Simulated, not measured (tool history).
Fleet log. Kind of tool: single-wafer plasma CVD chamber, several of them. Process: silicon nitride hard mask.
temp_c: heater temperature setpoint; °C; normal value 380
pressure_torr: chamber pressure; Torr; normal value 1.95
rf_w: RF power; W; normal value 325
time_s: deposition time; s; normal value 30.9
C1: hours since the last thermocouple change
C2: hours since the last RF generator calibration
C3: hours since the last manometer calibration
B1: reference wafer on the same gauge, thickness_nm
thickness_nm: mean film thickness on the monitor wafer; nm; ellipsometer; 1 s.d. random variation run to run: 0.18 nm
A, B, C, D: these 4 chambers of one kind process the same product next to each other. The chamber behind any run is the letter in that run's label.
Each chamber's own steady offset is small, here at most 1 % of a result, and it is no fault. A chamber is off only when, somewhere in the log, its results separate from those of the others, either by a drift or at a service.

{"run": "1C", "day": 0.254, "temp_c": 380, "pressure_torr": 1.95, "rf_w": 325, "time_s": 30.9, "C1": 765.6, "C2": 1612.5, "C3": 464.5, "B1": 41.878, "thickness_nm": 40.353}
{"run": "2B", "day": 0.375, "temp_c": 380, "pressure_torr": 1.95, "rf_w": 325, "time_s": 30.9, "C1": 905.1, "C2": 1167.1, "C3": 1151.6, "B1": 41.946, "thickness_nm": 40.062}
{"run": "3A", "day": 0.592, "temp_c": 380, "pressure_torr": 1.95, "rf_w": 325, "time_s": 30.9, "C1": 2456.0, "C2": 1087.0, "C3": 62.9, "B1": 41.845, "thickness_nm": 39.819}
{"run": "4D", "day": 0.829, "temp_c": 380, "pressure_torr": 1.95, "rf_w": 325, "time_s": 30.9, "C1": 215.8, "C2": 549.5, "C3": 86.6, "B1": 41.887, "thickness_nm": 39.867}
{"run": "5C", "day": 0.971, "temp_c": 380, "pressure_torr": 1.95, "rf_w": 325, "time_s": 30.9, "C1": 782.8, "C2": 1629.7, "C3": 481.7, "B1": 41.912, "thickness_nm": 40.32}
{"run": "6A", "day": 1.221, "temp_c": 380, "pressure_torr": 1.95, "rf_w": 325, "time_s": 30.9, "C1": 2471.1, "C2": 1102.1, "C3": 78.0, "B1": 41.885, "thickness_nm": 39.783}
{"run": "7B", "day": 1.429, "temp_c": 380, "pressure_torr": 1.95, "rf_w": 325, "time_s": 30.9, "C1": 930.4, "C2": 1192.4, "C3": 1176.9, "B1": 41.879, "thickness_nm": 39.913}
{"run": "8D", "day": 1.696, "temp_c": 380, "pressure_torr": 1.95, "rf_w": 325, "time_s": 30.9, "C1": 236.6, "C2": 570.3, "C3": 107.4, "B1": 41.9, "thickness_nm": 39.804}
{"run": "9A", "day": 1.867, "temp_c": 380, "pressure_torr": 1.95, "rf_w": 325, "time_s": 30.9, "C1": 2486.6, "C2": 1117.6, "C3": 93.5, "B1": 41.884, "thickness_nm": 39.981}
{"run": "10C", "day": 2.046, "temp_c": 380, "pressure_torr": 1.95, "rf_w": 325, "time_s": 30.9, "C1": 808.6, "C2": 1655.5, "C3": 507.5, "B1": 41.928, "thickness_nm": 40.222}
{"run": "11B", "day": 2.179, "temp_c": 380, "pressure_torr": 1.95, "rf_w": 325, "time_s": 30.9, "C1": 948.4, "C2": 1210.4, "C3": 1194.9, "B1": 41.921, "thickness_nm": 39.966}
{"run": "12D", "day": 2.308, "temp_c": 380, "pressure_torr": 1.95, "rf_w": 325, "time_s": 30.9, "C1": 251.3, "C2": 585.0, "C3": 122.1, "B1": 41.892, "thickness_nm": 39.918}
{"run": "13A", "day": 2.562, "temp_c": 380, "pressure_torr": 1.95, "rf_w": 325, "time_s": 30.9, "C1": 2503.3, "C2": 1134.3, "C3": 110.2, "B1": 41.903, "thickness_nm": 39.909}
{"run": "14C", "day": 2.779, "temp_c": 380, "pressure_torr": 1.95, "rf_w": 265, "time_s": 34.6, "C1": 826.2, "C2": 1673.1, "C3": 525.1, "B1": 41.92, "thickness_nm": 39.171}
{"run": "15D", "day": 2.925, "temp_c": 380, "pressure_torr": 1.95, "rf_w": 265, "time_s": 34.6, "C1": 266.1, "C2": 599.8, "C3": 136.9, "B1": 41.902, "thickness_nm": 38.376}
{"run": "16B", "day": 3.062, "temp_c": 380, "pressure_torr": 1.95, "rf_w": 265, "time_s": 34.6, "C1": 969.6, "C2": 1231.6, "C3": 1216.1, "B1": 41.923, "thickness_nm": 38.915}
{"run": "17C", "day": 3.262, "temp_c": 380, "pressure_torr": 1.95, "rf_w": 265, "time_s": 34.6, "C1": 837.8, "C2": 1684.7, "C3": 536.7, "B1": 41.895, "thickness_nm": 39.381}
{"run": "18D", "day": 3.383, "temp_c": 380, "pressure_torr": 1.95, "rf_w": 325, "time_s": 30.9, "C1": 277.1, "C2": 610.8, "C3": 147.9, "B1": 41.855, "thickness_nm": 39.651}
{"run": "19B", "day": 3.638, "temp_c": 380, "pressure_torr": 1.95, "rf_w": 325, "time_s": 30.9, "C1": 983.4, "C2": 1245.4, "C3": 1229.9, "B1": 41.932, "thickness_nm": 39.667}
{"run": "20A", "day": 3.9, "temp_c": 380, "pressure_torr": 1.95, "rf_w": 325, "time_s": 30.9, "C1": 2535.4, "C2": 1166.4, "C3": 142.3, "B1": 41.871, "thickness_nm": 39.83}
{"run": "21C", "day": 4.121, "temp_c": 380, "pressure_torr": 1.95, "rf_w": 325, "time_s": 30.9, "C1": 858.4, "C2": 1705.3, "C3": 557.3, "B1": 41.863, "thickness_nm": 40.013}
{"run": "22A", "day": 4.258, "temp_c": 380, "pressure_torr": 1.95, "rf_w": 325, "time_s": 30.9, "C1": 2544.0, "C2": 1175.0, "C3": 150.9, "B1": 41.883, "thickness_nm": 40.076}
{"run": "23D", "day": 4.396, "temp_c": 380, "pressure_torr": 1.95, "rf_w": 325, "time_s": 30.9, "C1": 301.4, "C2": 635.1, "C3": 172.2, "B1": 41.883, "thickness_nm": 39.381}
{"run": "24B", "day": 4.629, "temp_c": 380, "pressure_torr": 1.95, "rf_w": 325, "time_s": 30.9, "C1": 1007.2, "C2": 1269.2, "C3": 1253.7, "B1": 41.881, "thickness_nm": 39.767}
{"run": "25D", "day": 4.854, "temp_c": 380, "pressure_torr": 1.95, "rf_w": 380, "time_s": 30.9, "C1": 312.4, "C2": 646.1, "C3": 183.2, "B1": 41.877, "thickness_nm": 42.748}
{"run": "26C", "day": 4.975, "temp_c": 380, "pressure_torr": 1.95, "rf_w": 380, "time_s": 30.9, "C1": 878.9, "C2": 1725.8, "C3": 577.8, "B1": 41.917, "thickness_nm": 44.288}
{"run": "27B", "day": 5.229, "temp_c": 380, "pressure_torr": 1.95, "rf_w": 380, "time_s": 30.9, "C1": 1021.6, "C2": 1283.6, "C3": 1268.1, "B1": 41.906, "thickness_nm": 44.106}
{"run": "28A", "day": 5.375, "temp_c": 380, "pressure_torr": 1.95, "rf_w": 380, "time_s": 30.9, "C1": 2570.8, "C2": 1201.8, "C3": 177.7, "B1": 41.943, "thickness_nm": 44.041}
{"run": "29D", "day": 5.646, "temp_c": 380, "pressure_torr": 1.95, "rf_w": 325, "time_s": 30.9, "C1": 331.4, "C2": 665.1, "C3": 202.2, "B1": 41.906, "thickness_nm": 38.533}
{"run": "30A", "day": 5.833, "temp_c": 380, "pressure_torr": 1.95, "rf_w": 325, "time_s": 30.9, "C1": 2581.8, "C2": 1212.8, "C3": 188.7, "B1": 41.855, "thickness_nm": 39.935}
{"run": "31B", "day": 6.046, "temp_c": 380, "pressure_torr": 1.95, "rf_w": 325, "time_s": 30.9, "C1": 1041.2, "C2": 1303.2, "C3": 1287.7, "B1": 41.912, "thickness_nm": 39.896}
{"run": "32C", "day": 6.25, "temp_c": 380, "pressure_torr": 1.95, "rf_w": 325, "time_s": 30.9, "C1": 909.5, "C2": 1756.4, "C3": 608.4, "B1": 41.896, "thickness_nm": 40.078}
{"run": "33D", "day": 6.429, "temp_c": 380, "pressure_torr": 1.95, "rf_w": 325, "time_s": 30.9, "C1": 350.2, "C2": 683.9, "C3": 221.0, "B1": 41.925, "thickness_nm": 38.738}
{"run": "34A", "day": 6.604, "temp_c": 380, "pressure_torr": 1.95, "rf_w": 325, "time_s": 30.9, "C1": 2600.3, "C2": 1231.3, "C3": 207.2, "B1": 41.874, "thickness_nm": 39.702}
{"run": "35B", "day": 6.738, "temp_c": 380, "pressure_torr": 1.95, "rf_w": 325, "time_s": 30.9, "C1": 1057.8, "C2": 1319.8, "C3": 1304.3, "B1": 41.925, "thickness_nm": 39.831}
{"run": "36C", "day": 6.862, "temp_c": 380, "pressure_torr": 1.95, "rf_w": 325, "time_s": 30.9, "C1": 924.2, "C2": 1771.1, "C3": 623.1, "B1": 41.92, "thickness_nm": 40.248}
{"run": "37C", "day": 7.029, "temp_c": 380, "pressure_torr": 1.95, "rf_w": 325, "time_s": 30.9, "C1": 928.2, "C2": 1775.1, "C3": 627.1, "B1": 41.941, "thickness_nm": 39.951}

All chambers now run identical settings, listed one chamber a line with results as question marks. What results will each chamber show?
{"run": "38A", "day": 7.225, "temp_c": 380, "pressure_torr": 1.95, "rf_w": 325, "time_s": 30.9, "thickness_nm": "?"}
{"run": "38B", "day": 7.225, "temp_c": 380, "pressure_torr": 1.95, "rf_w": 325, "time_s": 30.9, "thickness_nm": "?"}
{"run": "38C", "day": 7.225, "temp_c": 380, "pressure_torr": 1.95, "rf_w": 325, "time_s": 30.9, "thickness_nm": "?"}
{"run": "38D", "day": 7.225, "temp_c": 380, "pressure_torr": 1.95, "rf_w": 325, "time_s": 30.9, "thickness_nm": "?"}

run=38A thickness_nm=40.095
run=38B thickness_nm=39.717
run=38C thickness_nm=40.384
run=38D thickness_nm=38.572

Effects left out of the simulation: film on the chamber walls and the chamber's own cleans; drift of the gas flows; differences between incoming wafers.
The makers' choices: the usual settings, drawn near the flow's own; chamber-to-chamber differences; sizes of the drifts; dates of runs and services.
